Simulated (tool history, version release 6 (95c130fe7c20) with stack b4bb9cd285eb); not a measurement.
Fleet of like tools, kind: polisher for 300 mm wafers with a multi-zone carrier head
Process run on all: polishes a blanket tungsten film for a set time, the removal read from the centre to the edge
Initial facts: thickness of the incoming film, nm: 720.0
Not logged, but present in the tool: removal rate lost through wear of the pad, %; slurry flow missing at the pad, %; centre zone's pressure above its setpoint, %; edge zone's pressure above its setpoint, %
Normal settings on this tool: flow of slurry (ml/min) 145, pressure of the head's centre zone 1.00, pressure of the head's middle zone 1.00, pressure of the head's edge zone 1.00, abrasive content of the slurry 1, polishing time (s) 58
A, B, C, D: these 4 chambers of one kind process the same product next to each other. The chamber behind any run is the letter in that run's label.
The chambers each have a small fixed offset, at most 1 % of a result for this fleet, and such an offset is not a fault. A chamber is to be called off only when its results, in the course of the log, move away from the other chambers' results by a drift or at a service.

| run | hour | flow of slurry (ml/min) | pressure of the head's centre zone | pressure of the head's middle zone | pressure of the head's edge zone | abrasive content of the slurry | polishing time (s) | wafers polished on this pad | hours since the slurry nozzle was cleaned | hours since the centre zone pressure was calibrated | hours since the edge zone pressure was calibrated | film removed at the wafer's centre (Å) | film removed at mid-radius (Å) | film removed at the wafer's edge (Å) |
|---|---|---|---|---|---|---|---|---|---|---|---|---|---|---|
|  | 5.8 | chamber A: worn pad replaced by a new one |
| 1C | 9.7 | 145 | 1.00 | 1.00 | 1.00 | 1 | 58 | 161 | 51.3 | 323.5 | 823.0 | 3064.1 | 3117.8 | 3043.0 |
|  | 12.9 | chamber C: edge zone pressure recalibrated |
| 2B | 23.2 | 145 | 1.00 | 1.00 | 1.00 | 1 | 58 | 732 | 255.9 | 25.7 | 473.2 | 3038.9 | 3072.0 | 3080.9 |
| 3D | 36.3 | 145 | 1.00 | 1.00 | 1.00 | 1 | 58 | 856 | 517.4 | 645.3 | 316.0 | 3049.8 | 3070.6 | 3040.0 |
|  | 41.9 | chamber B: worn pad replaced by a new one |
|  | 43.3 | chamber D: worn pad replaced by a new one |
| 4A | 47.7 | 145 | 1.00 | 1.00 | 1.00 | 1 | 58 | 493 | 486.7 | 817.2 | 743.8 | 3062.5 | 3064.2 | 3070.8 |
|  | 55.7 | chamber D: edge zone pressure recalibrated |
| 5C | 60.5 | 145 | 0.96 | 1.00 | 0.90 | 1 | 58 | 758 | 102.1 | 374.3 | 47.7 | 2972.4 | 3129.7 | 2904.4 |
| 6D | 71.0 | 145 | 0.96 | 1.00 | 0.90 | 1 | 58 | 326 | 552.1 | 680.0 | 15.4 | 2959.7 | 3103.2 | 2910.2 |
|  | 78.3 | chamber A: worn pad replaced by a new one |
|  | 81.3 | chamber C: worn pad replaced by a new one |
| 7A | 84.8 | 145 | 0.96 | 1.00 | 0.90 | 1 | 58 | 77 | 523.8 | 854.3 | 780.9 | 2977.2 | 3127.6 | 2918.3 |
| 8B | 93.8 | 145 | 0.96 | 1.00 | 0.90 | 1 | 58 | 609 | 326.5 | 96.3 | 543.8 | 2887.4 | 3036.7 | 2858.6 |
|  | 104.1 | chamber C: centre zone pressure recalibrated |
| 9D | 104.5 | 145 | 1.00 | 1.00 | 1.00 | 1 | 58 | 719 | 585.6 | 713.5 | 48.9 | 3099.7 | 3078.3 | 3031.4 |
| 10C | 112.8 | 145 | 1.00 | 1.00 | 1.00 | 1 | 58 | 370 | 154.4 | 8.7 | 100.0 | 3069.3 | 3084.5 | 3076.5 |
|  | 123.1 | chamber A: centre zone pressure recalibrated |
|  | 126.0 | chamber D: worn pad replaced by a new one |
| 11B | 126.4 | 145 | 1.00 | 1.00 | 1.00 | 1 | 58 | 992 | 359.1 | 128.9 | 576.4 | 3029.2 | 3048.7 | 3059.3 |
|  | 127.6 | chamber B: worn pad replaced by a new one |
| 12A | 140.4 | 145 | 1.00 | 1.00 | 1.00 | 1 | 58 | 730 | 579.4 | 17.3 | 836.5 | 3073.7 | 3022.5 | 3072.7 |
|  | 150.8 | chamber A: worn pad replaced by a new one |
| 13D | 156.5 | 145 | 1.00 | 1.00 | 1.00 | 1 | 58 | 358 | 637.6 | 765.5 | 100.9 | 3089.8 | 3121.1 | 3053.6 |
|  | 159.2 | chamber C: worn pad replaced by a new one |
| 14A | 168.0 | 145 | 1.00 | 1.00 | 1.00 | 1 | 58 | 203 | 607.0 | 44.9 | 864.1 | 3019.6 | 3005.7 | 3082.0 |
| 15C | 178.5 | 145 | 1.00 | 1.00 | 1.00 | 1 | 58 | 227 | 220.1 | 74.4 | 165.7 | 3063.3 | 3027.8 | 3081.5 |
| 16B | 186.1 | 145 | 1.00 | 1.00 | 1.00 | 1 | 58 | 688 | 418.8 | 188.6 | 636.1 | 3095.6 | 3045.9 | 3100.1 |
| 17A | 193.4 | 145 | 1.00 | 1.00 | 1.06 | 1 | 58 | 501 | 632.4 | 70.3 | 889.5 | 3039.1 | 3008.2 | 3129.2 |
|  | 200.7 | chamber B: worn pad replaced by a new one |
| 18D | 201.2 | 145 | 1.00 | 1.00 | 1.06 | 1 | 58 | 883 | 682.3 | 810.2 | 145.6 | 3083.9 | 3096.1 | 3138.2 |
| 19C | 214.5 | 145 | 1.00 | 1.00 | 1.06 | 1 | 58 | 650 | 256.1 | 110.4 | 201.7 | 3069.8 | 3048.4 | 3144.4 |
|  | 221.6 | chamber A: worn pad replaced by a new one |
| 20B | 225.4 | 145 | 1.00 | 1.00 | 1.06 | 1 | 58 | 290 | 458.1 | 227.9 | 675.4 | 2976.2 | 3041.3 | 3154.4 |
|  | 229.4 | chamber D: worn pad replaced by a new one |
|  | 229.4 | chamber C: worn pad replaced by a new one |
| 21D | 238.4 | 145 | 1.00 | 1.00 | 1.00 | 1 | 58 | 105 | 719.5 | 847.4 | 182.8 | 3129.4 | 3118.0 | 3068.0 |
|  | 243.2 | chamber A: edge zone pressure recalibrated |
| 22B | 249.3 | 145 | 1.00 | 1.00 | 1.00 | 1 | 58 | 571 | 482.0 | 251.8 | 699.3 | 3043.6 | 3094.1 | 3015.2 |
| 23C | 260.5 | 145 | 1.00 | 1.00 | 1.00 | 1 | 58 | 365 | 302.1 | 156.4 | 247.7 | 3033.3 | 3095.5 | 3060.3 |
| 24A | 275.1 | 145 | 1.00 | 1.00 | 1.00 | 1 | 58 | 628 | 714.1 | 152.0 | 32.0 | 2859.9 | 2830.4 | 2951.7 |
|  | 278.3 | chamber B: worn pad replaced by a new one |
| 25B | 290.2 | 145 | 1.00 | 0.89 | 1.00 | 1 | 67 | 140 | 522.9 | 292.7 | 740.2 | 3546.2 | 3162.2 | 3534.1 |
|  | 296.1 | chamber C: worn pad replaced by a new one |
|  | 300.0 | chamber A: worn pad replaced by a new one |
| 26D | 306.2 | 145 | 1.00 | 0.89 | 1.00 | 1 | 67 | 902 | 787.3 | 915.2 | 250.6 | 3571.2 | 3245.0 | 3529.8 |
| 27A | 314.3 | 145 | 1.00 | 0.89 | 1.00 | 1 | 67 | 168 | 753.3 | 191.2 | 71.2 | 3252.7 | 2955.0 | 3384.6 |
| 28C | 324.4 | 145 | 1.00 | 0.89 | 1.00 | 1 | 67 | 333 | 366.0 | 220.3 | 311.6 | 3670.2 | 3141.9 | 3529.7 |
|  | 328.2 | chamber D: worn pad replaced by a new one |
| 29A | 334.8 | 145 | 1.00 | 1.00 | 1.00 | 1 | 58 | 409 | 773.8 | 211.7 | 91.7 | 2756.6 | 2823.1 | 2884.7 |
| 30D | 345.2 | 145 | 1.00 | 1.00 | 1.00 | 1 | 58 | 199 | 826.3 | 954.2 | 289.6 | 3086.3 | 3183.9 | 3062.0 |

All 4 chambers run these settings next. Forecast each chamber's results:
| 31A | 356.9 | 145 | 1.00 | 1.00 | 1.00 | 1 | 58 |  |  |  |  | ? | ? | ? |
| 31B | 356.9 | 145 | 1.00 | 1.00 | 1.00 | 1 | 58 |  |  |  |  | ? | ? | ? |
| 31C | 356.9 | 145 | 1.00 | 1.00 | 1.00 | 1 | 58 |  |  |  |  | ? | ? | ? |
| 31D | 356.9 | 145 | 1.00 | 1.00 | 1.00 | 1 | 58 |  |  |  |  | ? | ? | ? |

| run | film removed at the wafer's centre (Å) | film removed at mid-radius (Å) | film removed at the wafer's edge (Å) |
|---|---|---|---|
| 31A | 2666.9 | 2765.9 | 2874.7 |
| 31B | 3045.2 | 3047.2 | 3032.8 |
| 31C | 3068.1 | 3118.0 | 3067.7 |
| 31D | 3123.3 | 3083.5 | 3059.7 |

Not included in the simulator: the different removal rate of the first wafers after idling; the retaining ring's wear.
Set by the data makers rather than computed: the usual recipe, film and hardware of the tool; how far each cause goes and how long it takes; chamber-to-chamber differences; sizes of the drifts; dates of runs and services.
